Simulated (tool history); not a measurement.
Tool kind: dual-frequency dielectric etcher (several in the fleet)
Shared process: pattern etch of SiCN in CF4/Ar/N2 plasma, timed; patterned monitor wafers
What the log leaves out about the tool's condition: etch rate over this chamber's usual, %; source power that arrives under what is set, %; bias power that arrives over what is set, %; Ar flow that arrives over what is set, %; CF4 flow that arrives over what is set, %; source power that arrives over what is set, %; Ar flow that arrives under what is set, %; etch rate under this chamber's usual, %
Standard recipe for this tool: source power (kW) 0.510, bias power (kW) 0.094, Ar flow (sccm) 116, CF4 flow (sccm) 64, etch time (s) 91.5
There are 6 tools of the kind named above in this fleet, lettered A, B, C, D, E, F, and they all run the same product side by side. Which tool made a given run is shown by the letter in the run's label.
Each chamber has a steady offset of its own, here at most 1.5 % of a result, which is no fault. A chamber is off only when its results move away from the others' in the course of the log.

run   hour  source power (kW)  bias power (kW)  Ar flow (sccm)  CF4 flow (sccm)  etch time (s)  hours since the last wet clean  hours since the last source power generator calibration  hours since the last bias power generator calibration  hours since the last Ar flow controller change  hours since the last CF4 flow controller change  read-back reference wafer on the same gauge, depth_nm  mean etch depth across the wafer (nm)
 1B    7.8              0.510            0.094             116               64           91.5                            19.9                                                   1559.2                                                   73.9                                          4756.8                                           1613.5                                                 83.712                                 93.952
 2E   13.6              0.510            0.094             116               64           91.5                           129.9                                                    199.1                                                 1782.4                                          2718.5                                           4411.9                                                 83.702                                 92.830
 3C   17.9              0.510            0.094             116               64           91.5                           263.6                                                   1000.6                                                 1357.8                                          1428.3                                           2668.9                                                 83.738                                 92.571
 4D   23.0              0.510            0.094             116               64           91.5                           418.1                                                    194.5                                                   24.1                                          1677.1                                           1873.9                                                 83.714                                 92.437
      25.4  -- chamber D: wet clean of the chamber
      27.6  -- chamber E: Ar flow controller replaced
 5A   30.2              0.510            0.094             116               64           91.5                           291.2                                                   3276.0                                                 1060.9                                           283.5                                           1427.3                                                 83.629                                 93.154
 6F   35.9              0.510            0.094             116               64           91.5                           434.8                                                   2466.9                                                 2994.2                                           795.0                                           1197.7                                                 83.750                                 94.013
 7A   42.0              0.510            0.094             116               64           91.5                           303.0                                                   3287.8                                                 1072.7                                           295.3                                           1439.1                                                 83.690                                 94.674
 8D   48.8              0.510            0.094             116               64           91.5                            23.4                                                    220.3                                                   49.9                                          1702.9                                           1899.7                                                 83.701                                 92.548
 9F   52.3              0.510            0.094             116               64           91.5                           451.2                                                   2483.3                                                 3010.6                                           811.4                                           1214.1                                                 83.706                                 94.156
10E   58.6              0.510            0.094             116               64           91.5                           174.9                                                    244.1                                                 1827.4                                            31.0                                           4456.9                                                 83.710                                 93.533
11C   66.2              0.510            0.094             116               64           91.5                           311.9                                                   1048.9                                                 1406.1                                          1476.6                                           2717.2                                                 83.669                                 92.529
12B   74.0              0.510            0.094             116               64           91.5                            86.1                                                   1625.4                                                  140.1                                          4823.0                                           1679.7                                                 83.668                                 93.733
13A   81.3              0.510            0.094             116               64           91.5                           342.3                                                   3327.1                                                 1112.0                                           334.6                                           1478.4                                                 83.671                                 93.764
14F   86.8              0.510            0.094             116               64          108.0                           485.7                                                   2517.8                                                 3045.1                                           845.9                                           1248.6                                                 83.714                                110.480
15C   94.8              0.510            0.094             116               64          108.0                           340.5                                                   1077.5                                                 1434.7                                          1505.2                                           2745.8                                                 83.675                                109.320
16D  102.0              0.510            0.094             116               64          108.0                            76.6                                                    273.5                                                  103.1                                          1756.1                                           1952.9                                                 83.622                                109.070
17B  108.5              0.510            0.094             116               64          108.0                           120.6                                                   1659.9                                                  174.6                                          4857.5                                           1714.2                                                 83.691                                111.460
     109.2  -- chamber F: wet clean of the chamber
18E  113.9              0.510            0.094             116               64          108.0                           230.2                                                    299.4                                                 1882.7                                            86.3                                           4512.2                                                 83.746                                109.400
     117.4  -- chamber F: bias power generator calibrated
19D  119.1              0.510            0.094             116               64          108.0                            93.7                                                    290.6                                                  120.2                                          1773.2                                           1970.0                                                 83.682                                108.690
20E  123.4              0.510            0.094             116               64           91.5                           239.7                                                    308.9                                                 1892.2                                            95.8                                           4521.7                                                 83.707                                 92.690
21B  131.1              0.510            0.094             116               64           91.5                           143.2                                                   1682.5                                                  197.2                                          4880.1                                           1736.8                                                 83.641                                 93.960
     134.2  -- chamber F: source power generator calibrated
22C  136.0              0.510            0.094             116               64           91.5                           381.7                                                   1118.7                                                 1475.9                                          1546.4                                           2787.0                                                 83.639                                 92.092
23A  142.9              0.510            0.094             116               64           91.5                           403.9                                                   3388.7                                                 1173.6                                           396.2                                           1540.0                                                 83.758                                 93.757
24F  149.6              0.510            0.094              96               64           91.5                            40.5                                                     15.4                                                   32.3                                           908.7                                           1311.4                                                 83.735                                 99.204
25F  156.3              0.510            0.094              96               64           91.5                            47.2                                                     22.1                                                   39.0                                           915.4                                           1318.1                                                 83.791                                 99.115
26A  160.8              0.510            0.094              96               64           91.5                           421.8                                                   3406.6                                                 1191.5                                           414.1                                           1557.9                                                 83.748                                 95.599
     165.1  -- chamber A: wet clean of the chamber
27E  165.7              0.510            0.094              96               64           91.5                           282.0                                                    351.2                                                 1934.5                                           138.1                                           4564.0                                                 83.724                                 95.867
28B  170.4              0.510            0.094              96               64           91.5                           182.5                                                   1721.8                                                  236.5                                          4919.4                                           1776.1                                                 83.755                                 96.823
     176.2  -- chamber D: CF4 flow controller replaced
29C  176.4              0.510            0.094              96               64           91.5                           422.1                                                   1159.1                                                 1516.3                                          1586.8                                           2827.4                                                 83.729                                 95.030
30D  183.1              0.510            0.094             116               64           91.5                           157.7                                                    354.6                                                  184.2                                          1837.2                                              6.9                                                 83.716                                 93.382
31C  190.0              0.510            0.094             116               64           91.5                           435.7                                                   1172.7                                                 1529.9                                          1600.4                                           2841.0                                                 83.801                                 92.518
32F  197.8              0.510            0.094             116               64           91.5                            88.7                                                     63.6                                                   80.5                                           956.9                                           1359.6                                                 83.724                                 95.880
33B  202.4              0.510            0.094             116               64           91.5                           214.5                                                   1753.8                                                  268.5                                          4951.4                                           1808.1                                                 83.653                                 94.361
34A  207.1              0.510            0.094             116               64           91.5                            42.0                                                   3452.9                                                 1237.8                                           460.4                                           1604.2                                                 83.717                                 93.940
35E  211.3              0.420            0.094             116               64           91.5                           327.6                                                    396.8                                                 1980.1                                           183.7                                           4609.6                                                 83.639                                 78.839
36D  216.7              0.420            0.094             116               64           91.5                           191.3                                                    388.2                                                  217.8                                          1870.8                                             40.5                                                 83.798                                 78.623

All chambers now run identical settings, listed one chamber a line with results as question marks. What results will each chamber show?
37A  222.5              0.510            0.117             116               64           91.5                                                                                                                                                                                                                                                                                                                                              ?
37B  222.5              0.510            0.117             116               64           91.5                                                                                                                                                                                                                                                                                                                                              ?
37C  222.5              0.510            0.117             116               64           91.5                                                                                                                                                                                                                                                                                                                                              ?
37D  222.5              0.510            0.117             116               64           91.5                                                                                                                                                                                                                                                                                                                                              ?
37E  222.5              0.510            0.117             116               64           91.5                                                                                                                                                                                                                                                                                                                                              ?
37F  222.5              0.510            0.117             116               64           91.5                                                                                                                                                                                                                                                                                                                                              ?

run  mean etch depth across the wafer (nm)
37A                                101.140
37B                                103.410
37C                                100.380
37D                                100.740
37E                                101.440
37F                                104.260
